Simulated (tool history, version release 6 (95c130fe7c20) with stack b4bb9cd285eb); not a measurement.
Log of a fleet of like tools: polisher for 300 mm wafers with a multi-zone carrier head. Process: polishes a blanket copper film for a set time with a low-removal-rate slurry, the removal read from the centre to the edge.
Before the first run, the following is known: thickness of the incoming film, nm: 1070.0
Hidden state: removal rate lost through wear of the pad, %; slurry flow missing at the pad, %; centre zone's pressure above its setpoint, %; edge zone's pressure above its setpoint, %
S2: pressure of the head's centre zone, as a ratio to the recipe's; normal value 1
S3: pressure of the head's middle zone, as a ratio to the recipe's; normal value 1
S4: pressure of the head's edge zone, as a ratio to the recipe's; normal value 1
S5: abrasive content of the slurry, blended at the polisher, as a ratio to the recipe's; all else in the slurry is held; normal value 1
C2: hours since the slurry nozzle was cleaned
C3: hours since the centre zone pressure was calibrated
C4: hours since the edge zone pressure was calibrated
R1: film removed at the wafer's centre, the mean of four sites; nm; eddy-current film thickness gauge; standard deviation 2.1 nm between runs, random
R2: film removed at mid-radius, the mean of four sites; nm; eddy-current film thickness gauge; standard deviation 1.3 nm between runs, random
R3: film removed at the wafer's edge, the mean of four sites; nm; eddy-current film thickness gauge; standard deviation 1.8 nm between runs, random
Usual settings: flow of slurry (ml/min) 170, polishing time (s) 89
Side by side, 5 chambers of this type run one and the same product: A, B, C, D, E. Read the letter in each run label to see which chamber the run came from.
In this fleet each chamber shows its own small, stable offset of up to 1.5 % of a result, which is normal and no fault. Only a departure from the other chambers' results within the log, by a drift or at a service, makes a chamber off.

run 1A hour=6 | flow_of_slurry_(ml/min)=170 S2=1 S3=1 S4=1 S5=1 polishing_time_(s)=89 | wafers_polished_on_this_pad=1181 C2=246.1 C3=6 C4=632.4 | R1=193.23 R2=193.62 R3=191.76
run 2C hour=11.8 | flow_of_slurry_(ml/min)=170 S2=1 S3=1 S4=1 S5=1 polishing_time_(s)=89 | wafers_polished_on_this_pad=860 C2=183.4 C3=349.7 C4=420.6 | R1=194.83 R2=192.32 R3=195.01
-- hour=13.1 chamber C: worn pad replaced by a new one
run 3B hour=14.9 | flow_of_slurry_(ml/min)=170 S2=1 S3=1 S4=1 S5=1 polishing_time_(s)=89 | wafers_polished_on_this_pad=410 C2=319.3 C3=653.5 C4=1435.6 | R1=195.9 R2=192.54 R3=197.52
run 4E hour=21 | flow_of_slurry_(ml/min)=170 S2=1 S3=1 S4=1 S5=1 polishing_time_(s)=89 | wafers_polished_on_this_pad=1003 C2=176.9 C3=961.4 C4=519.6 | R1=192.41 R2=192.28 R3=192.54
run 5D hour=27 | flow_of_slurry_(ml/min)=170 S2=1 S3=1 S4=1 S5=1 polishing_time_(s)=89 | wafers_polished_on_this_pad=377 C2=347.2 C3=528 C4=954 | R1=194.61 R2=192.85 R3=198.64
run 6C hour=32.6 | flow_of_slurry_(ml/min)=170 S2=0.89 S3=1 S4=1 S5=1 polishing_time_(s)=89 | wafers_polished_on_this_pad=225 C2=204.2 C3=370.5 C4=441.4 | R1=170.08 R2=193.59 R3=192.7
-- hour=34.3 chamber A: worn pad replaced by a new one
-- hour=36.5 chamber E: worn pad replaced by a new one
run 7D hour=36.6 | flow_of_slurry_(ml/min)=170 S2=0.89 S3=1 S4=1 S5=1 polishing_time_(s)=89 | wafers_polished_on_this_pad=487 C2=356.8 C3=537.6 C4=963.6 | R1=170.78 R2=195.64 R3=195.71
run 8A hour=42 | flow_of_slurry_(ml/min)=170 S2=0.89 S3=1 S4=1 S5=1 polishing_time_(s)=89 | wafers_polished_on_this_pad=89 C2=282.1 C3=42 C4=668.4 | R1=171.75 R2=194.96 R3=192.7
-- hour=43.3 chamber A: slurry nozzle cleaned
run 9E hour=47.1 | flow_of_slurry_(ml/min)=170 S2=0.89 S3=1 S4=1 S5=1 polishing_time_(s)=89 | wafers_polished_on_this_pad=122 C2=203 C3=987.5 C4=545.7 | R1=168.49 R2=191.68 R3=193.4
run 10B hour=51.8 | flow_of_slurry_(ml/min)=170 S2=0.89 S3=1 S4=1 S5=1 polishing_time_(s)=89 | wafers_polished_on_this_pad=834 C2=356.2 C3=690.4 C4=1472.5 | R1=171.04 R2=193.46 R3=197.93
-- hour=53 chamber B: worn pad replaced by a new one
run 11D hour=57.6 | flow_of_slurry_(ml/min)=170 S2=1 S3=1 S4=1 S5=1 polishing_time_(s)=89 | wafers_polished_on_this_pad=729 C2=377.8 C3=558.6 C4=984.6 | R1=192.99 R2=195.82 R3=199.28
-- hour=59 chamber B: edge zone pressure recalibrated
-- hour=59 chamber C: slurry nozzle cleaned
-- hour=59.9 chamber D: worn pad replaced by a new one
run 12B hour=62.4 | flow_of_slurry_(ml/min)=170 S2=1 S3=1 S4=1 S5=1 polishing_time_(s)=89 | wafers_polished_on_this_pad=108 C2=366.8 C3=701 C4=3.5 | R1=197.38 R2=191.29 R3=192.19
run 13C hour=66.8 | flow_of_slurry_(ml/min)=170 S2=1 S3=1 S4=1 S5=1 polishing_time_(s)=89 | wafers_polished_on_this_pad=618 C2=7.8 C3=404.7 C4=475.6 | R1=195.49 R2=197.71 R3=191.52
run 14A hour=71.2 | flow_of_slurry_(ml/min)=170 S2=1 S3=1 S4=1 S5=1 polishing_time_(s)=89 | wafers_polished_on_this_pad=425 C2=28 C3=71.2 C4=697.6 | R1=190.85 R2=193.9 R3=195.14
run 15E hour=77.6 | flow_of_slurry_(ml/min)=170 S2=1.1 S3=1 S4=1 S5=1 polishing_time_(s)=89 | wafers_polished_on_this_pad=473 C2=233.5 C3=1018 C4=576.2 | R1=217.2 R2=193.95 R3=192.93
run 16B hour=80.5 | flow_of_slurry_(ml/min)=170 S2=1.1 S3=1 S4=1 S5=1 polishing_time_(s)=89 | wafers_polished_on_this_pad=316 C2=384.9 C3=719.1 C4=21.6 | R1=213.7 R2=192.57 R3=192.56
run 17D hour=83.6 | flow_of_slurry_(ml/min)=170 S2=1.1 S3=1 S4=1 S5=1 polishing_time_(s)=89 | wafers_polished_on_this_pad=272 C2=403.8 C3=584.6 C4=1010.6 | R1=217.71 R2=194.03 R3=194.66
run 18E hour=90.1 | flow_of_slurry_(ml/min)=170 S2=1.1 S3=1 S4=1 S5=1 polishing_time_(s)=89 | wafers_polished_on_this_pad=617 C2=246 C3=1030.5 C4=588.7 | R1=211.03 R2=191.06 R3=191.67
run 19A hour=94.6 | flow_of_slurry_(ml/min)=170 S2=1.1 S3=1 S4=1 S5=1 polishing_time_(s)=89 | wafers_polished_on_this_pad=694 C2=51.4 C3=94.6 C4=721 | R1=212.61 R2=193.02 R3=191.57
run 20C hour=99.5 | flow_of_slurry_(ml/min)=170 S2=1 S3=1 S4=1 S5=1 polishing_time_(s)=89 | wafers_polished_on_this_pad=994 C2=40.5 C3=437.4 C4=508.3 | R1=194.4 R2=195.85 R3=194.93
-- hour=100.5 chamber C: worn pad replaced by a new one
run 21C hour=105.8 | flow_of_slurry_(ml/min)=170 S2=1 S3=1 S4=1 S5=1 polishing_time_(s)=89 | wafers_polished_on_this_pad=61 C2=46.8 C3=443.7 C4=514.6 | R1=195.65 R2=195.98 R3=193.14
run 22B hour=109.5 | flow_of_slurry_(ml/min)=170 S2=1 S3=1 S4=1 S5=1 polishing_time_(s)=89 | wafers_polished_on_this_pad=650 C2=413.9 C3=748.1 C4=50.6 | R1=197.67 R2=195.11 R3=195.61
-- hour=114 chamber B: worn pad replaced by a new one
run 23A hour=114.6 | flow_of_slurry_(ml/min)=170 S2=1 S3=1 S4=1 S5=1 polishing_time_(s)=89 | wafers_polished_on_this_pad=924 C2=71.4 C3=114.6 C4=741 | R1=197.79 R2=192.96 R3=193.84
run 24E hour=119.1 | flow_of_slurry_(ml/min)=170 S2=1 S3=1 S4=1 S5=1 polishing_time_(s)=89 | wafers_polished_on_this_pad=950 C2=275 C3=1059.5 C4=617.7 | R1=188.85 R2=186.5 R3=189.8
run 25D hour=122.5 | flow_of_slurry_(ml/min)=170 S2=1 S3=1 S4=1 S5=1 polishing_time_(s)=89 | wafers_polished_on_this_pad=719 C2=442.7 C3=623.5 C4=1049.5 | R1=198.42 R2=195.95 R3=197.51
run 26B hour=129.2 | flow_of_slurry_(ml/min)=170 S2=1 S3=1 S4=1 S5=1 polishing_time_(s)=89 | wafers_polished_on_this_pad=174 C2=433.6 C3=767.8 C4=70.3 | R1=196.72 R2=192.82 R3=197.41
-- hour=129.7 chamber D: slurry nozzle cleaned
run 27A hour=133.4 | flow_of_slurry_(ml/min)=170 S2=1 S3=1 S4=1 S5=1 polishing_time_(s)=89 | wafers_polished_on_this_pad=1140 C2=90.2 C3=133.4 C4=759.8 | R1=195.86 R2=192.34 R3=193.67
-- hour=137.6 chamber D: worn pad replaced by a new one
run 28E hour=137.8 | flow_of_slurry_(ml/min)=170 S2=1 S3=1 S4=1 S5=1 polishing_time_(s)=89 | wafers_polished_on_this_pad=1165 C2=293.7 C3=1078.2 C4=636.4 | R1=184.68 R2=182.9 R3=188.31
run 29D hour=142.4 | flow_of_slurry_(ml/min)=170 S2=1 S3=1 S4=1 S5=1 polishing_time_(s)=89 | wafers_polished_on_this_pad=56 C2=12.8 C3=643.4 C4=1069.4 | R1=198.38 R2=192.37 R3=196.38
-- hour=145.3 chamber E: worn pad replaced by a new one
run 30C hour=147.7 | flow_of_slurry_(ml/min)=170 S2=1 S3=1 S4=1 S5=1 polishing_time_(s)=89 | wafers_polished_on_this_pad=543 C2=88.7 C3=485.6 C4=556.5 | R1=195.23 R2=195.13 R3=193.88
run 31E hour=153.8 | flow_of_slurry_(ml/min)=170 S2=1 S3=1 S4=1 S5=1 polishing_time_(s)=89 | wafers_polished_on_this_pad=98 C2=309.7 C3=1094.2 C4=652.4 | R1=179.26 R2=179.89 R3=186.58
run 32C hour=158.9 | flow_of_slurry_(ml/min)=170 S2=1 S3=1 S4=1 S5=1 polishing_time_(s)=89 | wafers_polished_on_this_pad=671 C2=99.9 C3=496.8 C4=567.7 | R1=198.11 R2=192.19 R3=189.8

All 5 chambers run these settings next. Forecast each chamber's results:
run 33A hour=163.8 | flow_of_slurry_(ml/min)=170 S2=1 S3=1 S4=1 S5=1 polishing_time_(s)=89 | R1=? R2=? R3=?
run 33B hour=163.8 | flow_of_slurry_(ml/min)=170 S2=1 S3=1 S4=1 S5=1 polishing_time_(s)=89 | R1=? R2=? R3=?
run 33C hour=163.8 | flow_of_slurry_(ml/min)=170 S2=1 S3=1 S4=1 S5=1 polishing_time_(s)=89 | R1=? R2=? R3=?
run 33D hour=163.8 | flow_of_slurry_(ml/min)=170 S2=1 S3=1 S4=1 S5=1 polishing_time_(s)=89 | R1=? R2=? R3=?
run 33E hour=163.8 | flow_of_slurry_(ml/min)=170 S2=1 S3=1 S4=1 S5=1 polishing_time_(s)=89 | R1=? R2=? R3=?

run=33A R1=190.58 R2=193.64 R3=194.28
run=33B R1=193.13 R2=193.1 R3=195.04
run=33C R1=195.47 R2=196.36 R3=192.5
run=33D R1=192.72 R2=194.06 R3=195.89
run=33E R1=178.77 R2=178.3 R3=186.18
